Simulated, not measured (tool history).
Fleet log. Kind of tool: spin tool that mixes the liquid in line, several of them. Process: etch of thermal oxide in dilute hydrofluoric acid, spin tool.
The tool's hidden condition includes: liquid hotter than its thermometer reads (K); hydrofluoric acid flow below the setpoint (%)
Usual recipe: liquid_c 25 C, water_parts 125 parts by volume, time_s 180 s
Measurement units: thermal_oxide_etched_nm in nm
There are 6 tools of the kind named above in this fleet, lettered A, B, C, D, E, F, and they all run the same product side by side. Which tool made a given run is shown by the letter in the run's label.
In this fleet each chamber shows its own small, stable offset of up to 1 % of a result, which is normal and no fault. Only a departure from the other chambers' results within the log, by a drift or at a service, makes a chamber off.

| run | day | liquid_c | water_parts | time_s | hours since the thermometer was replaced | hours since the hydrofluoric acid flow meter was replaced | read-back film thickness of the thermal oxide reference wafer, read on the same gauge (nm) | thermal_oxide_etched_nm |
|---|---|---|---|---|---|---|---|---|
| 1E | 0.479 | 25 | 125 | 180 | 1147.9 | 862.3 | 140 | 6.5225 |
| 2D | 0.862 | 25 | 125 | 180 | 246.6 | 1211.5 | 140 | 6.5874 |
| 3A | 1.262 | 25 | 125 | 180 | 2169.1 | 908.5 | 140.01 | 6.5297 |
| 4F | 1.675 | 25 | 125 | 180 | 330.3 | 182.9 | 140 | 6.6351 |
|  | 2.046 | chamber B: thermometer replaced |
| 5C | 2.158 | 25 | 125 | 180 | 373.8 | 572.5 | 139.99 | 6.5765 |
| 6B | 2.492 | 25 | 125 | 180 | 10.7 | 808.1 | 140 | 6.6035 |
| 7A | 2.912 | 25 | 125 | 180 | 2208.7 | 948.1 | 140 | 6.5209 |
| 8F | 3.3 | 25 | 125 | 180 | 369.3 | 221.9 | 139.98 | 6.64 |
| 9C | 3.804 | 25 | 125 | 180 | 413.3 | 612 | 139.98 | 6.6397 |
| 10B | 4.308 | 25 | 125 | 180 | 54.3 | 851.7 | 140 | 6.51 |
| 11E | 4.554 | 25 | 125 | 180 | 1245.7 | 960.1 | 140 | 6.7717 |
|  | 4.7 | chamber E: hydrofluoric acid flow meter replaced |
| 12D | 5.017 | 25 | 125 | 180 | 346.3 | 1311.2 | 140.01 | 6.5546 |
| 13A | 5.283 | 25 | 125 | 180 | 2265.6 | 1005 | 139.99 | 6.5012 |
| 14F | 5.558 | 25 | 125 | 180 | 423.5 | 276.1 | 139.99 | 6.6846 |
| 15B | 6.062 | 25 | 125 | 180 | 96.4 | 893.8 | 140 | 6.5186 |
| 16D | 6.517 | 25 | 125 | 180 | 382.3 | 1347.2 | 140.01 | 6.6604 |
|  | 6.558 | chamber D: hydrofluoric acid flow meter replaced |
| 17E | 7.038 | 25 | 125 | 180 | 1305.3 | 56.2 | 140 | 6.8087 |
| 18C | 7.479 | 25 | 125 | 180 | 501.5 | 700.2 | 140.01 | 6.5734 |
| 19E | 8.017 | 25 | 125 | 180 | 1328.8 | 79.7 | 140 | 6.8888 |
| 20C | 8.567 | 25 | 125 | 180 | 527.6 | 726.3 | 140.01 | 6.5601 |
| 21F | 9.117 | 25 | 125 | 180 | 508.9 | 361.5 | 140 | 6.6432 |
| 22A | 9.475 | 25 | 125 | 180 | 2366.2 | 1105.6 | 139.99 | 6.5097 |
| 23B | 9.808 | 25 | 125 | 180 | 186.3 | 983.7 | 140.01 | 6.5262 |
| 24D | 10.354 | 25 | 125 | 180 | 474.4 | 91.1 | 140 | 6.6674 |
| 25C | 10.879 | 25 | 125 | 180 | 583.1 | 781.8 | 140 | 6.638 |
| 26E | 11.225 | 25 | 125 | 180 | 1405.8 | 156.7 | 140.02 | 6.924 |
| 27F | 11.562 | 25 | 125 | 180 | 567.6 | 420.2 | 140 | 6.6606 |
|  | 11.729 | chamber C: thermometer replaced |
| 28B | 11.817 | 25 | 125 | 180 | 234.5 | 1031.9 | 140 | 6.565 |
| 29A | 12.125 | 25 | 160 | 180 | 2429.8 | 1169.2 | 140 | 4.9152 |
| 30D | 12.588 | 25 | 160 | 180 | 528 | 144.7 | 140 | 4.9101 |
| 31A | 13.008 | 25 | 160 | 180 | 2451 | 1190.4 | 140.01 | 4.8679 |
| 32E | 13.267 | 25 | 160 | 180 | 1454.8 | 205.7 | 139.99 | 5.2516 |
| 33C | 13.679 | 25 | 160 | 180 | 46.9 | 849 | 140.03 | 4.9695 |
|  | 13.975 | chamber F: hydrofluoric acid flow meter replaced |
| 34D | 14.2 | 25 | 160 | 180 | 566.7 | 183.4 | 139.98 | 4.9331 |
| 35B | 14.667 | 25 | 125 | 180 | 302.9 | 1100.3 | 140.01 | 6.5178 |
| 36F | 15.133 | 25 | 105 | 120 | 653.3 | 27.9 | 139.98 | 5.4365 |

Is one chamber out of step, is the gauge drifting, or do the chambers differ by no more than their own small offsets? For an off chamber, give its letter and the likeliest cause.

One chamber, E, drifts off from the rest bit by bit.
What lies behind it: liquid hotter than its thermometer reads (K) = 2.29.

Below are 4 candidate recipes for chamber E's next run, each the usual settings with a change, their results shown as question marks. Which of them brings E's results back in line with what the other chambers give on the usual settings?
In line means no further than this from the other chambers' mean on the usual settings: thermal_oxide_etched_nm 0.15 nm
| 37E-1 | 15.529 | 25 | 125 | 165 |  |  |  | ? |
| 37E-2 | 15.529 | 21 | 125 | 180 |  |  |  | ? |
| 37E-3 | 15.529 | 25 | 115 | 180 |  |  |  | ? |
| 37E-4 | 15.529 | 29 | 125 | 180 |  |  |  | ? |

The mean the other chambers reach with the usual settings: thermal_oxide_etched_nm 6.5835 nm
| run | thermal_oxide_etched_nm |
|---|---|
| 37E-1 | 6.5664 |
| 37E-2 | 6.1356 |
| 37E-3 | 7.8756 |
| 37E-4 | 8.3135 |
With 37E-1, the chamber falls back in line with the rest.
